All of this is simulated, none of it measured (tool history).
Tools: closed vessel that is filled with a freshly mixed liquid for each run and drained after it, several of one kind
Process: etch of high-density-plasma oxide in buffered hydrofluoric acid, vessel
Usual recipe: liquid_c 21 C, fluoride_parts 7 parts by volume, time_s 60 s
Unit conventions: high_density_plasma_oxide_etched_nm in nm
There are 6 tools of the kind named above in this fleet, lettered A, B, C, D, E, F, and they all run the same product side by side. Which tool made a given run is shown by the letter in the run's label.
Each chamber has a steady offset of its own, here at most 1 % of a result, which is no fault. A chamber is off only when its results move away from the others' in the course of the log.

run	hour	liquid_c	fluoride_parts	time_s	hours since the thermometer was replaced	hours since the hydrofluoric acid flow meter was replaced	read-back film thickness of the high-density-plasma oxide reference wafer, read on the same gauge (nm)	high_density_plasma_oxide_etched_nm
1E	8	21	7	60	1143	1161.6	110	165.06
2C	17.2	21	7	60	419.7	1945.5	110	163.97
3F	26.2	21	7	60	446.4	2099.5	110.05	168
4D	31.8	21	7	60	731.2	1141.5	109.99	167.56
5B	36.3	21	5	35	834.4	562.6	109.99	129.5
6A	44.5	21	5	35	363.6	828.5	109.97	130.81
7F	52.5	21	5	35	472.7	2125.8	110.03	129.21
8A	59.4	21	5	35	378.5	843.4	110	129.83
9E	66.2	21	5	35	1201.2	1219.8	109.99	129.23
10B	76	21	5	35	874.1	602.3	109.98	130.64
11D	83	21	7	60	782.4	1192.7	109.99	165.72
12C	90	21	7	60	492.5	2018.3	110.04	165.91
13F	99.1	21	7	60	519.3	2172.4	110	168.56
14E	103.3	21	7	60	1238.3	1256.9	110.02	165.42
15C	109.2	21	7	60	511.7	2037.5	110.01	164.24
16D	116.1	21	7	60	815.5	1225.8	110.01	167.02
17A	125.7	21	7	60	444.8	909.7	110	168.18
18B	131.4	21	7	60	929.5	657.7	109.98	166.76
# hour 132.9: chamber F: hydrofluoric acid flow meter replaced
19B	138.4	21	7	60	936.5	664.7	109.99	167.12
# hour 139.6: chamber A: hydrofluoric acid flow meter replaced
20D	143.4	17	8.5	60	842.8	1253.1	110	106.97
21E	148.8	17	8.5	60	1283.8	1302.4	110.01	106.98
22F	156.5	17	8.5	60	576.7	23.6	110	108.83
23C	165.3	17	8.5	60	567.8	2093.6	110.02	106.83
24A	170.5	17	8.5	60	489.6	30.9	110	107.25
25F	179.9	17	8.5	60	600.1	47	109.97	108.71
26B	187.2	21	9.5	95	985.3	713.5	110.03	195.76
27D	192.9	21	9.5	95	892.3	1302.6	110.03	193.8
28A	199.6	21	9.5	95	518.7	60	110.03	193.88
# hour 204.4: chamber C: hydrofluoric acid flow meter replaced
29E	205.6	21	9.5	95	1340.6	1359.2	110	191.52
30C	213.4	21	9.5	95	615.9	9	109.96	192.61
31B	221.6	21	9.5	95	1019.7	747.9	109.95	195.22
32E	230.4	21	7	60	1365.4	1384	110.05	165.5
33F	237.9	21	6	40	658.1	105	109.95	127.33
34A	243.1	21	6	40	562.2	103.5	109.97	126.74
35C	248	21	6	40	650.5	43.6	110.01	126.6
36D	252.9	21	6	40	952.3	1362.6	109.98	127.92
37F	260.7	21	6	40	680.9	127.8	109.99	126.51
38A	266.5	21	6	40	585.6	126.9	109.98	126.72
39E	275.1	21	7	60	1410.1	1428.7	110.03	165.34
40C	282.8	21	7	60	685.3	78.4	110.01	165.31
41D	288.3	21	7	60	987.7	1398	109.92	167.61
42B	297.6	21	7	60	1095.7	823.9	110	167.69

For the next run the whole fleet of 6 chambers uses the same settings. Give each chamber's results:
43A	304.6	23	7	60				?
43B	304.6	23	7	60				?
43C	304.6	23	7	60				?
43D	304.6	23	7	60				?
43E	304.6	23	7	60				?
43F	304.6	23	7	60				?

run	high_density_plasma_oxide_etched_nm
43A	186.94
43B	186.89
43C	183.59
43D	188.01
43E	185.9
43F	186.06
